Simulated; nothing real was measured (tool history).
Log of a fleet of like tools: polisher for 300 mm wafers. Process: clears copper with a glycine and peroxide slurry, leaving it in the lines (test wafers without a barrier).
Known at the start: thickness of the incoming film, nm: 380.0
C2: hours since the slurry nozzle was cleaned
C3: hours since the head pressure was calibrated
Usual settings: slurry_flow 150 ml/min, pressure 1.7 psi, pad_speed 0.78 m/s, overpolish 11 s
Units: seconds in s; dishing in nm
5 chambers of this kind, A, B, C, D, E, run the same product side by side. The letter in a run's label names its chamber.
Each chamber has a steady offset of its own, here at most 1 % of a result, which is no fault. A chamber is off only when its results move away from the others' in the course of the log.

At day 0.296: chamber B: worn pad replaced by a new one.
Run 1D, day 0.325: usual settings; wafers polished on this pad 716; C2 122.5; C3 205. Result: seconds 104.43 s, dishing 26.085 nm.
At day 0.338: chamber A: worn pad replaced by a new one.
Run 2B, day 0.638: usual settings; wafers polished on this pad 66; C2 442.6; C3 246.6. Result: seconds 102.88 s, dishing 25.714 nm.
Run 3A, day 1.054: usual settings; wafers polished on this pad 139; C2 696.2; C3 460.9. Result: seconds 104.53 s, dishing 25.506 nm.
Run 4E, day 1.362: usual settings; wafers polished on this pad 902; C2 265.2; C3 455.7. Result: seconds 103.16 s, dishing 25.401 nm.
Run 5C, day 1.588: usual settings but slurry_flow 175 ml/min; wafers polished on this pad 622; C2 40.8; C3 1003.8. Result: seconds 100.36 s, dishing 26.887 nm.
At day 1.783: chamber A: head pressure recalibrated.
At day 1.867: chamber D: worn pad replaced by a new one.
Run 6E, day 1.892: usual settings but slurry_flow 175 ml/min; wafers polished on this pad 1004; C2 277.9; C3 468.4. Result: seconds 99.873 s, dishing 25.846 nm.
Run 7C, day 2.208: usual settings but slurry_flow 175 ml/min; wafers polished on this pad 742; C2 55.7; C3 1018.7. Result: seconds 101.06 s, dishing 26.516 nm.
Run 8B, day 2.579: usual settings but slurry_flow 175 ml/min; wafers polished on this pad 441; C2 489.2; C3 293.2. Result: seconds 100.47 s, dishing 26.215 nm.
Run 9D, day 2.838: usual settings but slurry_flow 175 ml/min; wafers polished on this pad 188; C2 182.8; C3 265.3. Result: seconds 99.568 s, dishing 26.098 nm.
At day 3.058: chamber E: worn pad replaced by a new one.
Run 10A, day 3.058: usual settings; wafers polished on this pad 526; C2 744.3; C3 30.6. Result: seconds 102.2 s, dishing 25.295 nm.
At day 3.146: chamber B: worn pad replaced by a new one.
Run 11B, day 3.467: usual settings; wafers polished on this pad 62; C2 510.5; C3 314.5. Result: seconds 102.16 s, dishing 26.009 nm.
Run 12E, day 3.904: usual settings but slurry_flow 170 ml/min; wafers polished on this pad 164; C2 326.2; C3 516.7. Result: seconds 101.5 s, dishing 26.4 nm.
Run 13D, day 4.121: usual settings but slurry_flow 170 ml/min; wafers polished on this pad 436; C2 213.6; C3 296.1. Result: seconds 101.83 s, dishing 26.171 nm.
At day 4.254: chamber C: worn pad replaced by a new one.
At day 4.308: chamber A: slurry nozzle cleaned.
Run 14C, day 4.429: usual settings but slurry_flow 170 ml/min; wafers polished on this pad 34; C2 109; C3 1072. Result: seconds 100.86 s, dishing 26.247 nm.
Run 15A, day 4.883: usual settings but slurry_flow 170 ml/min; wafers polished on this pad 879; C2 13.8; C3 74.4. Result: seconds 100.67 s, dishing 25.514 nm.
At day 4.908: chamber E: head pressure recalibrated.
Run 16B, day 5.308: usual settings but slurry_flow 170 ml/min; wafers polished on this pad 419; C2 554.7; C3 358.7. Result: seconds 100.85 s, dishing 26.037 nm.
At day 5.504: chamber B: worn pad replaced by a new one.
Run 17D, day 5.683: usual settings; wafers polished on this pad 739; C2 251.1; C3 333.6. Result: seconds 103.59 s, dishing 26.272 nm.
Run 18C, day 5.933: usual settings; wafers polished on this pad 325; C2 145.1; C3 1108.1. Result: seconds 102.9 s, dishing 26.059 nm.
Run 19E, day 6.288: usual settings; wafers polished on this pad 625; C2 383.4; C3 33.1. Result: seconds 104.43 s, dishing 24.297 nm.
At day 6.333: chamber A: worn pad replaced by a new one.
At day 6.388: chamber D: head pressure recalibrated.
Run 20A, day 6.512: usual settings; wafers polished on this pad 34; C2 52.9; C3 113.5. Result: seconds 103.13 s, dishing 25.084 nm.
Run 21E, day 6.75: usual settings; wafers polished on this pad 714; C2 394.5; C3 44.2. Result: seconds 105.55 s, dishing 24.325 nm.
Run 22A, day 7.171: usual settings; wafers polished on this pad 162; C2 68.7; C3 129.3. Result: seconds 102.94 s, dishing 25.676 nm.
Run 23D, day 7.45: usual settings; wafers polished on this pad 1080; C2 293.5; C3 25.5. Result: seconds 103.61 s, dishing 26.183 nm.
Run 24C, day 7.746: usual settings; wafers polished on this pad 676; C2 188.6; C3 1151.6. Result: seconds 100.86 s, dishing 26.376 nm.
Run 25B, day 8.083: usual settings; wafers polished on this pad 499; C2 621.3; C3 425.3. Result: seconds 103.6 s, dishing 25.744 nm.
At day 8.35: chamber B: worn pad replaced by a new one.
At day 8.483: chamber D: worn pad replaced by a new one.
Run 26B, day 8.521: usual settings; wafers polished on this pad 33; C2 631.8; C3 435.8. Result: seconds 102.54 s, dishing 25.633 nm.
Run 27A, day 8.771: usual settings; wafers polished on this pad 471; C2 107.1; C3 167.7. Result: seconds 103.03 s, dishing 24.737 nm.
At day 9.012: chamber C: worn pad replaced by a new one.
Run 28D, day 9.138: usual settings; wafers polished on this pad 126; C2 334; C3 66. Result: seconds 103.99 s, dishing 25.625 nm.
Run 29C, day 9.408: usual settings; wafers polished on this pad 77; C2 228.5; C3 1191.5. Result: seconds 104.3 s, dishing 24.732 nm.
Run 30E, day 9.688: usual settings; wafers polished on this pad 1283; C2 465; C3 114.7. Result: seconds 110.57 s, dishing 24.772 nm.
Run 31D, day 10.075: usual settings; wafers polished on this pad 308; C2 356.5; C3 88.5. Result: seconds 103.63 s, dishing 25.386 nm.
At day 10.1: chamber E: worn pad replaced by a new one.
Run 32E, day 10.538: usual settings; wafers polished on this pad 85; C2 485.4; C3 135.1. Result: seconds 109.92 s, dishing 25.263 nm.
Run 33A, day 10.9: usual settings; wafers polished on this pad 883; C2 158.2; C3 218.8. Result: seconds 103.67 s, dishing 26.194 nm.
Run 34B, day 11.108: usual settings but pressure 1.2 psi; wafers polished on this pad 534; C2 693.9; C3 497.9. Result: seconds 128.93 s, dishing 21.051 nm.
At day 11.354: chamber C: head pressure recalibrated.
Run 35C, day 11.496: usual settings but pressure 1.2 psi; wafers polished on this pad 480; C2 278.6; C3 3.4. Result: seconds 130.42 s, dishing 22.181 nm.
Run 36A, day 11.792: usual settings but pressure 1.2 psi; wafers polished on this pad 1056; C2 179.6; C3 240.2. Result: seconds 130.19 s, dishing 20.933 nm.

Next, every chamber runs the same settings. What will each give?
Run 37A, day 12.129: usual settings. Result: seconds ?, dishing ?.
Run 37B, day 12.129: usual settings. Result: seconds ?, dishing ?.
Run 37C, day 12.129: usual settings. Result: seconds ?, dishing ?.
Run 37D, day 12.129: usual settings. Result: seconds ?, dishing ?.
Run 37E, day 12.129: usual settings. Result: seconds ?, dishing ?.

run  seconds  dishing
37A   104.61   25.578
37B   104.17   25.181
37C   103.83   25.147
37D   102.73   25.656
37E   110.64   23.742

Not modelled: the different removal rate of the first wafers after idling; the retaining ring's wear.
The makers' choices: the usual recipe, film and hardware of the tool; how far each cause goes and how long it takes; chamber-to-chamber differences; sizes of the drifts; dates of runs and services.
